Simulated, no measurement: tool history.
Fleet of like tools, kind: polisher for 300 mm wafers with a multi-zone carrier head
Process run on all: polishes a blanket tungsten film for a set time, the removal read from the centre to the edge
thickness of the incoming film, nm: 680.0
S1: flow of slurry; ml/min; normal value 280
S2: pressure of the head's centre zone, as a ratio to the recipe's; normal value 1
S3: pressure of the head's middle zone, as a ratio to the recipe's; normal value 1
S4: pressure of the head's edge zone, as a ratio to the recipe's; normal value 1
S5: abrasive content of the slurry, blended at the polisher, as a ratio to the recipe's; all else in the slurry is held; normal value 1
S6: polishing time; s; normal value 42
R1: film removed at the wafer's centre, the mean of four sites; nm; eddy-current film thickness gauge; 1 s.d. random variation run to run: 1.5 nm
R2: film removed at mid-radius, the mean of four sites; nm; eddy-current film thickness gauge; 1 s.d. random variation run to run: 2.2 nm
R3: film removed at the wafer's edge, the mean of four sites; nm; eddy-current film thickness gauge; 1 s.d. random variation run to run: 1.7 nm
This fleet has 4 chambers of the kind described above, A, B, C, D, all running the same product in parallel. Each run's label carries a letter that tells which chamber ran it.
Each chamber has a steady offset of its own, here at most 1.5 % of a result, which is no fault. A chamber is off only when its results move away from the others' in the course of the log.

run   hour   S1    S2    S3  S4    S5  S6      R1      R2      R3
       7.2  -- chamber B: slurry nozzle cleaned
 1C     11  280     1     1   1     1  42  146.09  148.83  149.03
      13.4  -- chamber A: worn pad replaced by a new one
      16.5  -- chamber B: worn pad replaced by a new one
 2A   26.2  280     1     1   1     1  42  145.16  142.09  145.89
 3D   34.4  280     1     1   1     1  42  145.73  148.02  145.95
      39.1  -- chamber C: worn pad replaced by a new one
 4B   46.1  280     1     1   1     1  42  144.61  147.34  144.78
        52  -- chamber D: slurry nozzle cleaned
 5A   58.7  280  1.08     1   1  1.25  42  166.35  151.96  152.76
      73.1  -- chamber D: worn pad replaced by a new one
 6C   73.5  280  1.08     1   1  1.25  42  170.62  152.88   156.2
 7B     86  280  1.08     1   1  1.25  42  169.67  152.21  155.39
 8D   95.6  280  1.08     1   1  1.25  42   168.7  155.03   150.2
     103.8  -- chamber B: worn pad replaced by a new one
 9C  108.1  280     1     1   1     1  42  147.99  144.85  151.61
10D  123.9  280     1     1   1     1  42  148.29  148.16  145.02
     125.7  -- chamber C: worn pad replaced by a new one
     131.9  -- chamber A: worn pad replaced by a new one
11A    139  280     1     1   1     1  42  144.59  144.39  148.27
12B  149.4  280     1     1   1     1  42  147.41  146.76  143.56
     157.3  -- chamber A: centre zone pressure recalibrated
13B  159.4  280     1     1   1     1  42  148.47  143.54  147.49
14C  167.9  280     1     1   1     1  42  146.37  146.38  152.13
     176.4  -- chamber D: worn pad replaced by a new one
     176.5  -- chamber C: edge zone pressure recalibrated
15D  176.9  280     1     1   1     1  42  147.93  149.49  145.03
16A  189.5  280     1     1   1     1  42  146.06  142.51  143.75
17D  196.7  280     1     1   1     1  42  146.68  148.02  146.94
     199.8  -- chamber B: worn pad replaced by a new one
18A  208.6  200     1     1   1  1.15  42  139.62  142.68  142.65
     213.4  -- chamber C: worn pad replaced by a new one
19C  217.3  200     1     1   1  1.15  42  142.52  146.08  146.54
     225.2  -- chamber A: worn pad replaced by a new one
20B  228.7  200     1     1   1  1.15  42  137.31   141.2  147.87
21A  244.2  200     1     1   1  1.15  42  142.94  141.94  145.95
22D  251.6  280     1     1   1     1  42  145.83  146.25  146.56
     257.6  -- chamber D: worn pad replaced by a new one
23B  266.5  280     1     1   1     1  42  139.86  150.01  144.59
24C    280  280     1  0.96   1     1  42  144.44  143.78  145.34
     288.2  -- chamber B: worn pad replaced by a new one
25D  292.7  280     1  0.96   1     1  42  144.93  140.08  146.36
26B  304.6  280     1  0.96   1     1  42  138.86  141.61  147.76
     316.1  -- chamber C: worn pad replaced by a new one
27C  320.1  280     1  0.96   1     1  42  149.62  141.94  149.72
     326.1  -- chamber A: worn pad replaced by a new one
28A  333.5  280     1     1   1     1  42  145.54  146.58  143.77
     339.2  -- chamber D: worn pad replaced by a new one
29A  341.9  315     1     1   1     1  48  167.44   167.8  170.58
30C  353.4  315     1     1   1     1  48  170.22   171.1  170.23
31D  363.7  315     1     1   1     1  48  170.56  173.81  171.15
     367.2  -- chamber B: worn pad replaced by a new one
32B  371.1  315     1     1   1     1  48   156.5  167.06  169.32
33D  378.2  280     1     1   1     1  42  147.31  148.15  147.05
34C  392.7  280     1     1   1     1  42  148.69  146.34  146.85
     394.8  -- chamber C: worn pad replaced by a new one
35B  402.2  280     1     1   1     1  42  131.69  149.86  147.45
     407.6  -- chamber A: slurry nozzle cleaned
     407.6  -- chamber C: slurry nozzle cleaned
36A  412.4  280     1     1   1     1  42  142.69  140.16  146.58
37C  422.6  280     1     1   1     1  42  145.14  142.23  148.96
38D  431.6  280     1     1   1     1  42  145.78  149.45  143.23
     436.7  -- chamber A: worn pad replaced by a new one
39B  444.9  280     1     1   1     1  42  128.74  148.35  147.78
40A  459.2  280     1   1.1   1     1  42  141.94  158.14  142.23

Read the log: is a single chamber off, either drifting away or since a service, is the gauge that measures every chamber drifting, or is nothing wrong beyond small per-chamber offsets? Name any odd chamber and what most likely caused it.

One chamber, B, drifts off from the rest bit by bit.
Most likely cause: centre zone's pressure below its setpoint, % = 11.2.

Here are 4 candidates for chamber B's next run, each the usual settings with a change, their results left as question marks. Which one brings its results back in line with what the others give on the usual settings?
To be in line, a result may differ from the other chambers' mean on the usual settings by at most: R1 5.1 nm; R2 7.5 nm; R3 5.8 nm
41B-1   471  275   0.9  1.02  1.03   1  41   ?   ?   ?
41B-2   471  285  1.04  0.99  0.99   1  42   ?   ?   ?
41B-3   471  275  0.96  1.01  1.01   1  42   ?   ?   ?
41B-4   471  285   1.1  0.98  0.97   1  43   ?   ?   ?

Other chambers, usual settings, mean: R1 145.43 nm; R2 145.45 nm; R3 145.86 nm
  run      R1      R2      R3
41B-1  109.32  145.06  144.95
41B-2  132.42     145  145.96
41B-3   120.5   147.2  146.99
41B-4  144.32  147.01  147.89
Change 41B-4 lands the chamber within the allowed miss of the other chambers.

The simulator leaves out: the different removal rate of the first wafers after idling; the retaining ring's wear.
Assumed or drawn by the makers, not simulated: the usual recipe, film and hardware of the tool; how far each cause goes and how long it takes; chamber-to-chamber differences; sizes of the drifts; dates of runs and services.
